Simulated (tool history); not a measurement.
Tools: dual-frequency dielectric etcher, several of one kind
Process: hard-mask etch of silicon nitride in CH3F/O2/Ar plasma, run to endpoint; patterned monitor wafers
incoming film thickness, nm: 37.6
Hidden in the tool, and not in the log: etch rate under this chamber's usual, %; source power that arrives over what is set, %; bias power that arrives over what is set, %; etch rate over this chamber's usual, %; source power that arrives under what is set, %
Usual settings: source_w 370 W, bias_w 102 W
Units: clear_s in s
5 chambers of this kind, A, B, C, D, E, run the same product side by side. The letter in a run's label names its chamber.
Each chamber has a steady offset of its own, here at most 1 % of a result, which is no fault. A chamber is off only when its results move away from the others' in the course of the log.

run	hour	source_w	bias_w	hours since the last wet clean	hours since the last source power generator calibration	hours since the last bias power generator calibration	clear_s
1B	5.7	370	102	23.2	3171.5	1927.0	49.568
2E	13.6	370	102	124.1	795.2	2511.8	49.178
3C	18.9	370	102	216.8	2710.4	2404.4	49.639
4D	24.7	370	102	172.0	1770.2	2008.3	49.383
5A	33.9	370	102	350.5	1622.6	1897.0	49.733
6D	44.6	370	90	191.9	1790.1	2028.2	52.409
7B	55.4	370	90	72.9	3221.2	1976.7	51.978
8C	60.6	370	90	258.5	2752.1	2446.1	51.372
9E	70.6	370	90	181.1	852.2	2568.8	51.877
10A	80.5	370	90	397.1	1669.2	1943.6	52.320
# hour 87.2: chamber D: bias power generator calibrated
11E	88.7	370	102	199.2	870.3	2586.9	49.480
12B	96.8	370	102	114.3	3262.6	2018.1	49.626
13D	104.7	370	126	252.0	1850.2	17.6	45.922
14A	111.6	370	126	428.2	1700.3	1974.7	45.876
15C	119.9	370	126	317.8	2811.4	2505.4	45.366
16B	131.4	370	126	148.9	3297.2	2052.7	45.709
17D	141.6	370	126	288.9	1887.1	54.5	45.931
18E	151.3	370	102	261.8	932.9	2649.5	49.565
19A	162.0	370	102	478.6	1750.7	2025.1	50.317
20C	170.2	370	102	368.1	2861.7	2555.7	49.832
21D	177.1	370	102	324.4	1922.6	90.0	49.807
22B	188.7	370	102	206.2	3354.5	2110.0	49.345
23A	194.5	370	102	511.1	1783.2	2057.6	50.314
24E	205.8	370	102	316.3	987.4	2704.0	49.461
25C	212.5	370	102	410.4	2904.0	2598.0	49.745
26C	220.1	410	102	418.0	2911.6	2605.6	47.754
27B	229.5	410	102	247.0	3395.3	2150.8	47.781
# hour 237.6: chamber D: source power generator calibrated
28D	238.6	410	102	385.9	1.0	151.5	48.295
29E	246.5	410	102	357.0	1028.1	2744.7	47.500
30A	252.4	410	102	569.0	1841.1	2115.5	49.010
31D	261.5	370	102	408.8	23.9	174.4	49.584
32E	268.2	370	102	378.7	1049.8	2766.4	49.355
33A	273.6	370	102	590.2	1862.3	2136.7	50.584
34C	282.0	370	102	479.9	2973.5	2667.5	49.213
# hour 287.1: chamber E: wet clean of the chamber
35B	291.7	430	118	309.2	3457.5	2213.0	44.334
36E	299.4	430	118	12.3	1081.0	2797.6	44.102
37C	305.2	430	118	503.1	2996.7	2690.7	43.985

All 5 chambers run these settings next. Forecast each chamber's results:
38A	313.5	330	102				?
38B	313.5	330	102				?
38C	313.5	330	102				?
38D	313.5	330	102				?
38E	313.5	330	102				?

run	clear_s
38A	53.619
38B	52.037
38C	51.560
38D	52.070
38E	51.667
